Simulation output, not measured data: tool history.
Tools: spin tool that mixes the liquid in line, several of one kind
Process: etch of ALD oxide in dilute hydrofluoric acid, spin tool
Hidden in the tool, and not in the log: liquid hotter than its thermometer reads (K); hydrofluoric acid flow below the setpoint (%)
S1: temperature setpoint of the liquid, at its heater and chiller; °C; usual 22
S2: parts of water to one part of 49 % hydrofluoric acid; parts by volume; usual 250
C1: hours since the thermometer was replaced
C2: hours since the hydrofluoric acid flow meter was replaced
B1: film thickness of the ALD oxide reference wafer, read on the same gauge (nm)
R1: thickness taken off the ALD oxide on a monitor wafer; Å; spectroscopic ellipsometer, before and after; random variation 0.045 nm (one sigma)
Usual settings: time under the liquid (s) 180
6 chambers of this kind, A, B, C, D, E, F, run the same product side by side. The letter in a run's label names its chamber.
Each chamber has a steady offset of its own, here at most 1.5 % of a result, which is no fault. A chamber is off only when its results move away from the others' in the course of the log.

Run 1E, hour 8.8: usual settings; C1 1331.5; C2 898.5; B1 69.978. Result: R1 68.130 Å.
Run 2B, hour 19.6: usual settings; C1 1818.2; C2 416.8; B1 70.011. Result: R1 68.382 Å.
Run 3A, hour 30.0: usual settings; C1 883.4; C2 1212.7; B1 70.013. Result: R1 67.010 Å.
Run 4F, hour 37.8: usual settings; C1 748.6; C2 716.3; B1 69.978. Result: R1 67.572 Å.
Run 5D, hour 46.4: usual settings; C1 659.7; C2 401.6; B1 69.989. Result: R1 67.660 Å.
Run 6C, hour 55.8: usual settings; C1 1715.5; C2 251.2; B1 69.997. Result: R1 67.797 Å.
Run 7A, hour 62.7: usual settings; C1 916.1; C2 1245.4; B1 70.016. Result: R1 67.438 Å.
Run 8B, hour 69.8: usual settings; C1 1868.4; C2 467.0; B1 69.984. Result: R1 68.610 Å.
Run 9D, hour 77.8: usual settings; C1 691.1; C2 433.0; B1 70.013. Result: R1 67.508 Å.
Run 10E, hour 87.6: usual settings; C1 1410.3; C2 977.3; B1 69.989. Result: R1 66.767 Å.
Run 11C, hour 100.0: usual settings; C1 1759.7; C2 295.4; B1 70.034. Result: R1 68.027 Å.
Run 12F, hour 112.7: usual settings; C1 823.5; C2 791.2; B1 69.963. Result: R1 66.504 Å.
At hour 122.2: chamber B: thermometer replaced.
Run 13B, hour 124.0: usual settings; C1 1.8; C2 521.2; B1 70.001. Result: R1 67.661 Å.
Run 14A, hour 136.1: usual settings; C1 989.5; C2 1318.8; B1 70.014. Result: R1 66.516 Å.
Run 15D, hour 146.2: usual settings; C1 759.5; C2 501.4; B1 70.008. Result: R1 67.841 Å.
Run 16C, hour 154.0: usual settings; C1 1813.7; C2 349.4; B1 70.008. Result: R1 68.061 Å.
At hour 156.9: chamber E: hydrofluoric acid flow meter replaced.
Run 17E, hour 162.6: usual settings; C1 1485.3; C2 5.7; B1 70.011. Result: R1 67.220 Å.
At hour 168.0: chamber A: hydrofluoric acid flow meter replaced.
Run 18F, hour 175.7: usual settings; C1 886.5; C2 854.2; B1 70.012. Result: R1 65.553 Å.
Run 19E, hour 189.2: usual settings; C1 1511.9; C2 32.3; B1 69.997. Result: R1 67.058 Å.
Run 20D, hour 200.7: usual settings; C1 814.0; C2 555.9; B1 69.998. Result: R1 67.332 Å.
Run 21B, hour 209.3: usual settings but time under the liquid (s) 145; C1 87.1; C2 606.5; B1 70.004. Result: R1 54.600 Å.
Run 22F, hour 218.1: usual settings but time under the liquid (s) 145; C1 928.9; C2 896.6; B1 69.985. Result: R1 52.396 Å.
Run 23C, hour 224.1: usual settings but time under the liquid (s) 145; C1 1883.8; C2 419.5; B1 70.005. Result: R1 54.728 Å.
Run 24A, hour 230.9: usual settings but time under the liquid (s) 145; C1 1084.3; C2 63.0; B1 69.992. Result: R1 53.907 Å.
Run 25F, hour 242.4: usual settings but time under the liquid (s) 145; C1 953.2; C2 920.9; B1 69.972. Result: R1 51.874 Å.
Run 26D, hour 254.0: usual settings but time under the liquid (s) 145; C1 867.3; C2 609.2; B1 69.998. Result: R1 54.166 Å.
Run 27E, hour 265.0: usual settings but S2 160 parts by volume, time under the liquid (s) 130; C1 1587.7; C2 108.1; B1 70.018. Result: R1 82.414 Å.
Run 28B, hour 272.0: usual settings but S2 160 parts by volume, time under the liquid (s) 130; C1 149.8; C2 669.2; B1 70.016. Result: R1 83.919 Å.
Run 29C, hour 280.6: usual settings but S2 160 parts by volume, time under the liquid (s) 130; C1 1940.3; C2 476.0; B1 69.978. Result: R1 85.690 Å.
Run 30A, hour 290.7: usual settings but S2 160 parts by volume, time under the liquid (s) 130; C1 1144.1; C2 122.8; B1 69.974. Result: R1 82.492 Å.
Run 31F, hour 304.2: usual settings but S2 160 parts by volume, time under the liquid (s) 130; C1 1015.0; C2 982.7; B1 70.016. Result: R1 79.399 Å.
Run 32C, hour 311.6: usual settings but S2 160 parts by volume, time under the liquid (s) 130; C1 1971.3; C2 507.0; B1 69.988. Result: R1 84.952 Å.
At hour 321.1: chamber B: hydrofluoric acid flow meter replaced.
At hour 322.8: chamber C: thermometer replaced.
Run 33A, hour 323.3: usual settings; C1 1176.7; C2 155.4; B1 70.005. Result: R1 67.061 Å.
Run 34B, hour 330.7: usual settings; C1 208.5; C2 9.7; B1 70.042. Result: R1 68.650 Å.
At hour 332.3: chamber A: thermometer replaced.
Run 35D, hour 342.9: usual settings; C1 956.2; C2 698.1; B1 70.028. Result: R1 67.882 Å.
Run 36E, hour 355.5: usual settings; C1 1678.2; C2 198.6; B1 69.981. Result: R1 67.257 Å.
Run 37C, hour 365.3: usual settings; C1 42.6; C2 560.7; B1 70.014. Result: R1 68.523 Å.
Run 38D, hour 373.6: usual settings; C1 986.9; C2 728.8; B1 69.977. Result: R1 68.131 Å.
Run 39A, hour 383.3: usual settings; C1 51.1; C2 215.4; B1 70.011. Result: R1 66.502 Å.
Run 40F, hour 390.5: usual settings; C1 1101.3; C2 1069.0; B1 69.996. Result: R1 62.794 Å.
Run 41E, hour 403.7: usual settings; C1 1726.4; C2 246.8; B1 70.001. Result: R1 66.736 Å.
Run 42B, hour 410.0: usual settings; C1 287.8; C2 89.0; B1 70.016. Result: R1 69.085 Å.

All 6 chambers run these settings next. Forecast each chamber's results:
Run 43A, hour 419.7: usual settings but S2 160 parts by volume. Result: R1 ?.
Run 43B, hour 419.7: usual settings but S2 160 parts by volume. Result: R1 ?.
Run 43C, hour 419.7: usual settings but S2 160 parts by volume. Result: R1 ?.
Run 43D, hour 419.7: usual settings but S2 160 parts by volume. Result: R1 ?.
Run 43E, hour 419.7: usual settings but S2 160 parts by volume. Result: R1 ?.
Run 43F, hour 419.7: usual settings but S2 160 parts by volume. Result: R1 ?.

run       R1
43A  112.490
43B  116.170
43C  117.420
43D  115.030
43E  115.280
43F  107.380
